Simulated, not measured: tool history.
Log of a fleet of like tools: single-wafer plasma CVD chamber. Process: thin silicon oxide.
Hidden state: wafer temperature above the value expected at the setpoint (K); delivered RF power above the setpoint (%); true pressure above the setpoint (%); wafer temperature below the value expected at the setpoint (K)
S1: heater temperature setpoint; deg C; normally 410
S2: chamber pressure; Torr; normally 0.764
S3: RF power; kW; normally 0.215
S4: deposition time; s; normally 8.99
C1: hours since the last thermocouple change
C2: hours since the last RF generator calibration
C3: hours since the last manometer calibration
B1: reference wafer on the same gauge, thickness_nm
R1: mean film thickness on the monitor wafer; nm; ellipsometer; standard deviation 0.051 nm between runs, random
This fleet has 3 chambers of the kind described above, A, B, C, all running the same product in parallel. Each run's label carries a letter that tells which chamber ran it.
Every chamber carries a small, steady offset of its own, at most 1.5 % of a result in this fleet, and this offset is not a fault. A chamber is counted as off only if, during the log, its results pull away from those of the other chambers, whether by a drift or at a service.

run,day,S1,S2,S3,S4,C1,C2,C3,B1,R1
1B,0.225,410,0.764,0.215,8.99,1689.4,1170.1,2258.4,11.395,13.246
2C,0.45,410,0.764,0.215,8.99,934.7,1287,1730.4,11.391,13.561
3A,0.646,410,0.764,0.215,8.99,842.2,337.2,2149.6,11.403,13.56
4C,0.95,410,0.764,0.215,8.99,946.7,1299,1742.4,11.396,13.625
5B,1.15,410,0.828,0.215,8.99,1711.6,1192.3,2280.6,11.395,14.47
6A,1.354,410,0.828,0.215,8.99,859.2,354.2,2166.6,11.397,14.552
7B,1.675,410,0.828,0.215,8.99,1724.2,1204.9,2293.2,11.4,14.42
8C,1.875,398,0.764,0.215,7.78,968.9,1321.2,1764.6,11.406,11.825
9A,2.221,398,0.764,0.215,7.78,880,375,2187.4,11.398,11.805
10A,2.454,398,0.764,0.215,7.78,885.6,380.6,2193,11.395,11.947
# day 2.767: chamber C: thermocouple changed; heater temperature recalibrated
11B,2.779,410,0.764,0.215,8.99,1750.7,1231.4,2319.7,11.41,13.272
12C,3.104,410,0.764,0.215,8.99,8.2,1350.7,1794.1,11.406,13.575
13B,3.529,410,0.667,0.215,7.5,1768.7,1249.4,2337.7,11.406,9.7177
14A,3.725,410,0.667,0.215,7.5,916.1,411.1,2223.5,11.392,9.8285
15C,3.958,410,0.667,0.215,7.5,28.7,1371.2,1814.6,11.388,9.8285
16C,4.196,410,0.764,0.215,8.99,34.4,1376.9,1820.3,11.404,13.647
17B,4.517,410,0.764,0.215,8.99,1792.4,1273.1,2361.4,11.394,13.483
18A,4.879,410,0.887,0.18,8.99,943.8,438.8,2251.2,11.394,14.13
# day 4.988: chamber B: capacitance manometer re-zeroed and calibrated
19B,5.229,410,0.887,0.18,8.99,1809.5,1290.2,5.9,11.395,13.965
# day 5.288: chamber A: capacitance manometer re-zeroed and calibrated
20A,5.462,410,0.887,0.18,8.99,957.8,452.8,4.2,11.403,14.099
21C,5.846,410,0.764,0.215,8.99,74,1416.5,1859.9,11.4,13.533
22B,6.142,410,0.877,0.215,8.99,1831.4,1312.1,27.8,11.393,15.208
23A,6.462,410,0.877,0.215,8.99,981.8,476.8,28.2,11.402,15.441
24C,6.8,410,0.877,0.215,8.99,96.9,1439.4,1882.8,11.393,15.486
25B,7.008,410,0.764,0.215,8.99,1852.2,1332.9,48.6,11.407,13.404
26C,7.246,410,0.764,0.215,8.99,107.6,1450.1,1893.5,11.405,13.651
27A,7.604,398,0.764,0.215,8.99,1009.2,504.2,55.6,11.392,13.683
28C,7.925,398,0.764,0.215,8.99,123.9,1466.4,1909.8,11.399,13.727
29A,8.125,398,0.764,0.215,8.99,1021.7,516.7,68.1,11.397,13.682
30B,8.404,410,0.764,0.235,7.25,1885.7,1366.4,82.1,11.398,11.281
31C,8.725,410,0.764,0.235,7.25,143.1,1485.6,1929,11.406,11.478
32A,9.021,410,0.764,0.235,7.25,1043.2,538.2,89.6,11.409,11.352
33B,9.267,410,0.764,0.215,8.99,1906.4,1387.1,102.8,11.408,13.339
34C,9.658,410,0.764,0.215,8.99,165.5,1508,1951.4,11.397,13.506

Predict what each chamber gives when all 3 of them run the settings below next.
35A,9.962,410,0.764,0.215,7.84,,,,,?
35B,9.962,410,0.764,0.215,7.84,,,,,?
35C,9.962,410,0.764,0.215,7.84,,,,,?

run,R1
35A,11.85
35B,11.649
35C,11.854
